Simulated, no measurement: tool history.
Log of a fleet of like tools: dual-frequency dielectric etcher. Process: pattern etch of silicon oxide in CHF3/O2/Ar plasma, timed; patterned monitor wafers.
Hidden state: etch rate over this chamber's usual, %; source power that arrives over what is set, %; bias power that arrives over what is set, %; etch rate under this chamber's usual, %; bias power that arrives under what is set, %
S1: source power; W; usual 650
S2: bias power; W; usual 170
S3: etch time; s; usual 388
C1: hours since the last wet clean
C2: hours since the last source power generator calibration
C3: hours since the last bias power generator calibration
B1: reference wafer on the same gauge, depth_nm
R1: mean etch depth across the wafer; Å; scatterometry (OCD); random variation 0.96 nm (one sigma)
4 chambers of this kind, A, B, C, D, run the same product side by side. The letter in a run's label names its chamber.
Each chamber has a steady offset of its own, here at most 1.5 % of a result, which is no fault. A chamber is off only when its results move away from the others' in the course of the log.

Run 1A, hour 5.2: usual settings; C1 370.8; C2 1142.9; C3 2886.2; B1 854. Result: R1 7726.3 Å.
At hour 10.7: chamber D: wet clean of the chamber.
Run 2D, hour 14.5: usual settings; C1 3.8; C2 1594.2; C3 858; B1 853.84. Result: R1 7770.1 Å.
At hour 17.3: chamber B: wet clean of the chamber.
Run 3C, hour 21.8: usual settings; C1 513.5; C2 152.7; C3 655.1; B1 853.81. Result: R1 7888.3 Å.
Run 4B, hour 27.4: usual settings; C1 10.2; C2 1391.3; C3 1610.4; B1 853.59. Result: R1 7674.8 Å.
Run 5D, hour 34.7: usual settings; C1 24; C2 1614.4; C3 878.2; B1 853.48. Result: R1 7768.5 Å.
Run 6A, hour 42: usual settings; C1 407.6; C2 1179.7; C3 2923; B1 853.31. Result: R1 7718.4 Å.
Run 7C, hour 51.3: usual settings; C1 543; C2 182.2; C3 684.6; B1 853.59. Result: R1 7868.5 Å.
At hour 55.5: chamber A: bias power generator calibrated.
Run 8B, hour 56.5: usual settings; C1 39.3; C2 1420.4; C3 1639.5; B1 853.04. Result: R1 7681 Å.
Run 9B, hour 61.9: usual settings but S1 530 W, S3 450 s; C1 44.7; C2 1425.8; C3 1644.9; B1 853. Result: R1 8233.4 Å.
Run 10D, hour 69.6: usual settings but S1 530 W, S3 450 s; C1 58.9; C2 1649.3; C3 913.1; B1 853.02. Result: R1 8294.6 Å.
Run 11A, hour 74.4: usual settings but S1 530 W, S3 450 s; C1 440; C2 1212.1; C3 19; B1 852.93. Result: R1 8265.6 Å.
Run 12C, hour 82.7: usual settings but S1 530 W, S3 450 s; C1 574.4; C2 213.6; C3 716; B1 852.96. Result: R1 8404.7 Å.
Run 13C, hour 87.8: usual settings but S1 790 W, S2 198 W; C1 579.5; C2 218.7; C3 721.1; B1 852.28. Result: R1 8920.9 Å.
Run 14A, hour 92.4: usual settings but S1 790 W, S2 198 W; C1 458; C2 1230.1; C3 37; B1 852.48. Result: R1 8727.2 Å.
Run 15B, hour 97.6: usual settings but S1 790 W, S2 198 W; C1 80.4; C2 1461.5; C3 1680.6; B1 852.61. Result: R1 8701.8 Å.
Run 16D, hour 106.9: usual settings but S1 790 W, S2 198 W; C1 96.2; C2 1686.6; C3 950.4; B1 852.58. Result: R1 8791.2 Å.
Run 17B, hour 111.4: usual settings; C1 94.2; C2 1475.3; C3 1694.4; B1 852.24. Result: R1 7677.4 Å.
Run 18A, hour 116.2: usual settings but S1 740 W, S2 144 W; C1 481.8; C2 1253.9; C3 60.8; B1 852.16. Result: R1 7702.3 Å.
Run 19D, hour 122: usual settings but S1 740 W, S2 144 W; C1 111.3; C2 1701.7; C3 965.5; B1 852.02. Result: R1 7743 Å.
At hour 125.1: chamber A: wet clean of the chamber.
Run 20C, hour 129.3: usual settings but S1 740 W, S2 144 W; C1 621; C2 260.2; C3 762.6; B1 851.87. Result: R1 7814.1 Å.
Run 21B, hour 138.3: usual settings but S1 740 W, S2 144 W; C1 121.1; C2 1502.2; C3 1721.3; B1 851.75. Result: R1 7646.7 Å.
Run 22A, hour 144: usual settings; C1 18.9; C2 1281.7; C3 88.6; B1 851.91. Result: R1 7706.2 Å.
Run 23C, hour 151.8: usual settings; C1 643.5; C2 282.7; C3 785.1; B1 851.63. Result: R1 7864.8 Å.
Run 24D, hour 160.5: usual settings; C1 149.8; C2 1740.2; C3 1004; B1 851.37. Result: R1 7745.2 Å.
Run 25A, hour 170.3: usual settings; C1 45.2; C2 1308; C3 114.9; B1 851.23. Result: R1 7716.4 Å.
At hour 172.8: chamber C: wet clean of the chamber.
Run 26C, hour 176.1: usual settings; C1 3.4; C2 307; C3 809.4; B1 851.06. Result: R1 7847.4 Å.
Run 27D, hour 181.6: usual settings; C1 170.9; C2 1761.3; C3 1025.1; B1 851.03. Result: R1 7755.4 Å.
Run 28B, hour 186.4: usual settings; C1 169.2; C2 1550.3; C3 1769.4; B1 850.85. Result: R1 7651.9 Å.
Run 29B, hour 194.1: usual settings; C1 176.9; C2 1558; C3 1777.1; B1 850.69. Result: R1 7660.6 Å.
Run 30A, hour 200.6: usual settings; C1 75.5; C2 1338.3; C3 145.2; B1 850.96. Result: R1 7692.3 Å.
Run 31C, hour 210.3: usual settings; C1 37.6; C2 341.2; C3 843.6; B1 850.7. Result: R1 7831.7 Å.
Run 32D, hour 218.1: usual settings; C1 207.4; C2 1797.8; C3 1061.6; B1 850.58. Result: R1 7728.9 Å.
Run 33D, hour 227.7: usual settings but S1 590 W; C1 217; C2 1807.4; C3 1071.2; B1 850.36. Result: R1 7449 Å.
Run 34A, hour 235.1: usual settings but S1 590 W; C1 110; C2 1372.8; C3 179.7; B1 850.42. Result: R1 7408.7 Å.
Run 35B, hour 240.7: usual settings but S1 590 W; C1 223.5; C2 1604.6; C3 1823.7; B1 849.93. Result: R1 7379 Å.
Run 36C, hour 247.6: usual settings but S1 590 W; C1 74.9; C2 378.5; C3 880.9; B1 850.01. Result: R1 7546.6 Å.
Run 37D, hour 254.2: usual settings; C1 243.5; C2 1833.9; C3 1097.7; B1 849.71. Result: R1 7749.1 Å.
Run 38C, hour 262.2: usual settings; C1 89.5; C2 393.1; C3 895.5; B1 849.64. Result: R1 7833 Å.

Is one chamber off against the others, does the gauge drift, or is nothing wrong? If a chamber is off, say which, and what the likeliest cause is.

The gauge drifts, so all chambers seem to drift together. No chamber is off.
Cause: gauge reads low (%) = 0.506.

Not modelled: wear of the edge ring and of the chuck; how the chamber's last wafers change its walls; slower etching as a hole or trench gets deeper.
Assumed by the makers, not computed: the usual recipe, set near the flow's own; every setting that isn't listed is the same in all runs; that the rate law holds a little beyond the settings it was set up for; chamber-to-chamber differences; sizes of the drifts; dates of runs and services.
